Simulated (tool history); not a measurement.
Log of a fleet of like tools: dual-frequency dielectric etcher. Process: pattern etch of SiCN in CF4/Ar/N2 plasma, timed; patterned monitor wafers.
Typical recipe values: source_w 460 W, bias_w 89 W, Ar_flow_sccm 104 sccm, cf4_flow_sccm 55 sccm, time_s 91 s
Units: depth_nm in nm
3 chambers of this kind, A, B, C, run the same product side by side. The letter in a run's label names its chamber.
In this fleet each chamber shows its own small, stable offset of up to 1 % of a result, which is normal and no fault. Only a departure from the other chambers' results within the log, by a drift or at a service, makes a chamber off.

run,day,source_w,bias_w,Ar_flow_sccm,cf4_flow_sccm,time_s,"read-back reference wafer on the same gauge, depth_nm",depth_nm
1A,0.108,460,89,104,55,91,76.799,82.69
2B,0.275,460,89,104,55,91,76.789,81.628
# day 0.379: chamber A: CF4 flow controller replaced
3C,0.433,460,89,104,55,91,76.748,83.303
4A,0.579,460,89,104,55,91,76.674,82.55
5B,0.708,460,89,104,55,91,76.651,81.171
6C,0.812,460,89,104,55,91,76.768,82.44
# day 0.912: chamber A: wet clean of the chamber
7C,0.921,460,89,115,55,91,76.92,82.34
8A,1.104,460,89,115,55,91,76.783,82.082
# day 1.204: chamber B: wet clean of the chamber
9B,1.217,460,89,115,55,91,76.845,80.366
10A,1.321,460,89,104,55,91,76.818,82.612
11B,1.483,460,89,104,55,91,76.909,82.09
12C,1.679,460,89,104,55,91,76.718,84.115
# day 1.725: chamber A: source power generator calibrated
13A,1.842,460,89,104,55,91,76.937,79.864
14B,1.962,460,89,104,55,91,76.896,82.301
15C,2.129,460,89,104,55,91,76.802,83.414
16A,2.321,460,89,104,55,91,76.771,79.239
17C,2.517,460,89,104,55,91,76.761,82.991
18B,2.612,460,89,104,55,91,76.764,81.219
19B,2.708,460,89,104,55,91,76.868,82.484
20C,2.879,460,89,104,55,91,76.869,83.155
21A,3.042,460,89,118,55,102.5,76.879,89.648
22A,3.204,460,89,118,55,102.5,76.819,88.642
23B,3.354,460,89,118,55,102.5,76.856,91.3
24C,3.546,460,89,104,55,91,76.814,82.694
25C,3.662,460,89,104,55,91,76.901,82.06
26A,3.758,500,89,104,55,67.5,76.865,63.699
27B,3.867,500,89,104,55,67.5,76.975,65.36

Does one chamber stand apart from the rest, does the shared gauge drift, or is all well apart from small per-chamber offsets? Give the chamber and the most likely cause, where there is one.

The work done on chamber A during a service left it standing apart from the others.
Cause: source power that arrives under what is set, % = 4.8.

Below are 4 candidate recipes for chamber A's next run, each the usual settings with a change, their results shown as question marks. Which of them brings A's results back in line with what the other chambers give on the usual settings?
Counts as in line when no further than this from what the other chambers average on the usual settings: depth_nm 2 nm
28A-1,4.008,460,90,104,55,94,,?
28A-2,4.008,460,89,104,42,91,,?
28A-3,4.008,460,105,96,55,91,,?
28A-4,4.008,450,88,104,55,86.5,,?

Mean of the other chambers on the usual settings: depth_nm 82.643 nm
run,depth_nm
28A-1,82.565
28A-2,76.49
28A-3,85.639
28A-4,73.92
28A-1 is the one that brings the chamber's results back in line with the other chambers.

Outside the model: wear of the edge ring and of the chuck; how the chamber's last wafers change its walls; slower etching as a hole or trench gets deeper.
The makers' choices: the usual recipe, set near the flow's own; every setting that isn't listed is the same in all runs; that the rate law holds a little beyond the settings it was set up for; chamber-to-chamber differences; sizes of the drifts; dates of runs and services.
